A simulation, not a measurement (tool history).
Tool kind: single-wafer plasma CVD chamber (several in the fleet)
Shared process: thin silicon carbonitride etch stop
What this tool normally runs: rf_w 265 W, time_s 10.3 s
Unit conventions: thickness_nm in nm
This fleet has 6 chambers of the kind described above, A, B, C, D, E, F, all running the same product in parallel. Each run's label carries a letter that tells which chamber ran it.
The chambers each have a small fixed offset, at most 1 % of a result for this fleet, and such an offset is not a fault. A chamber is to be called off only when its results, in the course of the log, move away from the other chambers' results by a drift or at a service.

| run | hour | rf_w | time_s | hours since the last thermocouple change | hours since the last RF generator calibration | read-back reference wafer on the same gauge, thickness_nm | thickness_nm |
|---|---|---|---|---|---|---|---|
| 1D | 5.3 | 265 | 10.3 | 495.2 | 597.5 | 5.2097 | 6.3729 |
| 2C | 11.4 | 265 | 10.3 | 320.5 | 1559.6 | 5.2113 | 6.3904 |
| 3B | 19.9 | 265 | 10.3 | 1438.0 | 1669.3 | 5.2076 | 6.3938 |
| 4F | 26.9 | 265 | 10.3 | 706.3 | 493.2 | 5.2084 | 6.4318 |
| 5E | 34.1 | 265 | 10.3 | 1318.6 | 1680.6 | 5.2080 | 6.3340 |
| 6A | 42.0 | 235 | 10.3 | 225.3 | 474.9 | 5.2073 | 6.1603 |
| 7D | 53.2 | 235 | 10.3 | 543.1 | 645.4 | 5.2046 | 6.1363 |
| 8F | 59.9 | 235 | 10.3 | 739.3 | 526.2 | 5.2057 | 6.1962 |
| 9B | 69.2 | 235 | 10.3 | 1487.3 | 1718.6 | 5.2033 | 6.1631 |
| 10E | 80.8 | 235 | 10.3 | 1365.3 | 1727.3 | 5.2022 | 6.1125 |
| 11C | 89.3 | 235 | 10.3 | 398.4 | 1637.5 | 5.2034 | 6.1613 |
| 12A | 96.0 | 265 | 10.3 | 279.3 | 528.9 | 5.2015 | 6.3827 |
| 13E | 106.7 | 265 | 11.8 | 1391.2 | 1753.2 | 5.2010 | 7.2460 |
| 14B | 116.9 | 265 | 11.8 | 1535.0 | 1766.3 | 5.1993 | 7.3296 |
| 15D | 122.9 | 265 | 11.8 | 612.8 | 715.1 | 5.1972 | 7.2693 |
| 16C | 130.8 | 265 | 11.8 | 439.9 | 1679.0 | 5.1975 | 7.3084 |
| 17F | 139.5 | 265 | 11.8 | 818.9 | 605.8 | 5.1971 | 7.3311 |
| 18A | 150.7 | 265 | 11.8 | 334.0 | 583.6 | 5.1974 | 7.3144 |
| 19D | 162.1 | 265 | 10.3 | 652.0 | 754.3 | 5.1947 | 6.3411 |
| 20B | 168.2 | 265 | 10.3 | 1586.3 | 1817.6 | 5.1959 | 6.3904 |
| 21C | 178.3 | 265 | 10.3 | 487.4 | 1726.5 | 5.1959 | 6.3687 |
| 22F | 185.7 | 265 | 10.3 | 865.1 | 652.0 | 5.1954 | 6.4029 |
| 23A | 192.5 | 265 | 10.3 | 375.8 | 625.4 | 5.1930 | 6.3641 |
| 24E | 203.6 | 240 | 10.3 | 1488.1 | 1850.1 | 5.1912 | 6.1113 |
| 25F | 210.4 | 240 | 10.3 | 889.8 | 676.7 | 5.1914 | 6.1996 |
| 26E | 217.8 | 240 | 10.3 | 1502.3 | 1864.3 | 5.1918 | 6.1335 |
| 27A | 227.7 | 240 | 10.3 | 411.0 | 660.6 | 5.1906 | 6.1840 |
| 28C | 237.8 | 240 | 10.3 | 546.9 | 1786.0 | 5.1898 | 6.1895 |
|  | 238.7 | chamber D: RF generator calibrated |
| 29B | 249.6 | 240 | 10.3 | 1667.7 | 1899.0 | 5.1885 | 6.1925 |
| 30D | 257.6 | 265 | 10.3 | 747.5 | 19.0 | 5.1872 | 6.3225 |
| 31A | 268.4 | 265 | 10.3 | 451.7 | 701.3 | 5.1885 | 6.3656 |
| 32F | 273.8 | 265 | 10.3 | 953.2 | 740.1 | 5.1869 | 6.3783 |
| 33E | 282.7 | 265 | 10.3 | 1567.2 | 1929.2 | 5.1873 | 6.3009 |
| 34B | 289.7 | 265 | 10.3 | 1707.8 | 1939.1 | 5.1854 | 6.3839 |
| 35D | 294.9 | 245 | 10.3 | 784.8 | 56.3 | 5.1844 | 6.1871 |
| 36C | 302.7 | 245 | 10.3 | 611.8 | 1850.9 | 5.1848 | 6.2184 |
| 37B | 310.0 | 245 | 10.3 | 1728.1 | 1959.4 | 5.1831 | 6.2210 |

Does one chamber stand apart from the rest, does the shared gauge drift, or is all well apart from small per-chamber offsets? Give the chamber and the most likely cause, where there is one.

Gauge drift. The chambers move together only on paper, and none stands off.
What lies behind it: gauge reads low (%) = 0.527.

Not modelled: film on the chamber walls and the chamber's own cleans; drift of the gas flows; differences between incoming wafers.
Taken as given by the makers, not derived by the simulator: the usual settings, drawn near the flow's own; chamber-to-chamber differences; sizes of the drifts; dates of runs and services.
